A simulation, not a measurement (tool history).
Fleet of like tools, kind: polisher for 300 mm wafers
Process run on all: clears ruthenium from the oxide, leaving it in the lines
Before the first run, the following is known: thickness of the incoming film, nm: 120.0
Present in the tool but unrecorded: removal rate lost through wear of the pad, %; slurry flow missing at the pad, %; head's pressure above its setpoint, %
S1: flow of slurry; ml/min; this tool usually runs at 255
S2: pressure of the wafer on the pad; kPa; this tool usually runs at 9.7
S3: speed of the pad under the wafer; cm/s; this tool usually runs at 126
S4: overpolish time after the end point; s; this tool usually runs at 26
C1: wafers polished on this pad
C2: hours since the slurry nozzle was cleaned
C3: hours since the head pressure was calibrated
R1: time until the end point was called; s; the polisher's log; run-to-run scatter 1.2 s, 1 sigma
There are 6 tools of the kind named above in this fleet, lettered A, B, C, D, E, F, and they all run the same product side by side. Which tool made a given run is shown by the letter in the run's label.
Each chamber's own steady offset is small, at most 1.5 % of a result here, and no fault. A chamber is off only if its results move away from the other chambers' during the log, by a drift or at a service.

run,day,S1,S2,S3,S4,C1,C2,C3,R1
# day 0.167: chamber B: head pressure recalibrated
# day 0.175: chamber D: worn pad replaced by a new one
1B,0.417,255,9.7,126,26,853,779.6,6,132.59
# day 0.517: chamber D: slurry nozzle cleaned
# day 0.646: chamber B: slurry nozzle cleaned
2A,0.675,255,9.7,126,26,504,548.7,796.4,133.52
3C,1.121,255,9.7,126,26,460,379.7,70.3,133.59
4D,1.438,255,9.7,126,26,216,22.1,99.2,130.85
5F,1.771,255,9.7,126,26,630,212.3,64.2,132.12
# day 1.879: chamber E: worn pad replaced by a new one
6E,2.033,255,9.7,126,26,26,455.7,103.7,132.53
7F,2.321,255,9.7,126,26,724,225.5,77.4,134.53
8B,2.688,295,9.7,106,26,1242,49.1,60.5,157.45
# day 3.042: chamber F: worn pad replaced by a new one
9E,3.05,295,9.7,106,26,200,480.1,128.1,155.47
# day 3.267: chamber A: worn pad replaced by a new one
10C,3.396,295,9.7,106,26,850,434.3,124.9,157.34
# day 3.529: chamber C: slurry nozzle cleaned
11D,3.6,295,9.7,106,26,586,74,151.1,153.77
12A,3.892,295,9.7,106,26,107,625.9,873.6,156.55
# day 4.021: chamber B: worn pad replaced by a new one
13A,4.162,295,9.7,106,26,153,632.4,880.1,154.53
14E,4.558,255,9.7,126,26,458,516.3,164.3,133.98
15B,4.908,255,9.7,126,26,152,102.4,113.8,131.95
# day 5.033: chamber F: slurry nozzle cleaned
# day 5.05: chamber E: slurry nozzle cleaned
16F,5.221,255,9.7,126,26,372,4.6,147,134.56
17D,5.492,205,9.7,126,26,909,119.4,196.5,134.83
# day 5.633: chamber E: worn pad replaced by a new one
18C,5.85,205,9.7,126,26,1269,55.7,183.8,138.9
19D,6.1,205,9.7,126,26,1013,134,211.1,138.2
# day 6.488: chamber A: head pressure recalibrated
20F,6.554,205,9.7,126,26,601,36.6,179,136.32
21E,6.862,205,9.7,126,26,210,43.5,219.6,136.53
22B,7.088,205,9.7,126,26,525,154.7,166.1,136.19
# day 7.138: chamber D: worn pad replaced by a new one
23C,7.488,255,9.7,126,26,1550,95,223.1,133.83
# day 7.596: chamber C: worn pad replaced by a new one
24A,7.883,255,9.7,126,26,790,721.7,33.6,120.84
# day 8.167: chamber F: worn pad replaced by a new one
25D,8.338,255,9.7,126,26,205,187.7,264.8,130.48
# day 8.354: chamber A: slurry nozzle cleaned
26B,8.767,255,9.7,126,26,812,195,206.4,135.66
# day 8.95: chamber A: worn pad replaced by a new one
27E,9.133,255,9.7,126,26,599,98,274.1,135.87
# day 9.488: chamber E: worn pad replaced by a new one
28C,9.529,205,9.7,126,12,331,144,272.1,137.46
29F,9.858,205,9.7,126,12,289,115.9,258.3,137.91
30A,10.288,205,9.7,126,12,229,46.4,91.3,121.88
31B,10.733,205,9.7,126,12,1148,242.2,253.6,135.93
32D,11.138,205,9.7,126,12,684,254.9,332,134.52
33F,11.375,205,9.7,126,12,549,152.3,294.7,138.64
34E,11.662,255,9.7,126,26,372,158.7,334.8,130.28
35C,11.983,255,9.7,126,19,751,202.9,331,134.9
36A,12.329,255,9.7,126,19,578,95.4,140.3,119.73
37C,12.671,255,9.7,126,19,868,219.4,347.5,134.92

Has any chamber moved away from the others, gradually or after a service, or does the common gauge drift, or do the chambers differ only by their own small steady offsets? State the chamber and the most likely cause if one applies.

The work done on chamber A during a service left it standing apart from the others.
Likeliest cause: head's pressure above its setpoint, % = 11.1.

Chamber A could run next with any of the 4 candidate recipes listed below; each alters the usual settings, and their results appear as question marks. Which one brings its results back in line with what the other chambers deliver on the usual settings?
In line means no further than this from the other chambers' mean on the usual settings: R1 4.2 s
38A-1,13.012,255,9,120,26,,,,?
38A-2,13.012,255,9.7,102,26,,,,?
38A-3,13.012,260,9.7,156,26,,,,?
38A-4,13.012,260,9.7,140,26,,,,?

The other chambers' mean on the usual settings: R1 133.74 s
run,R1
38A-1,135.31
38A-2,147.88
38A-3,96.147
38A-4,107.22
The right change is 38A-1: it brings the chamber back within the allowed miss of the others.
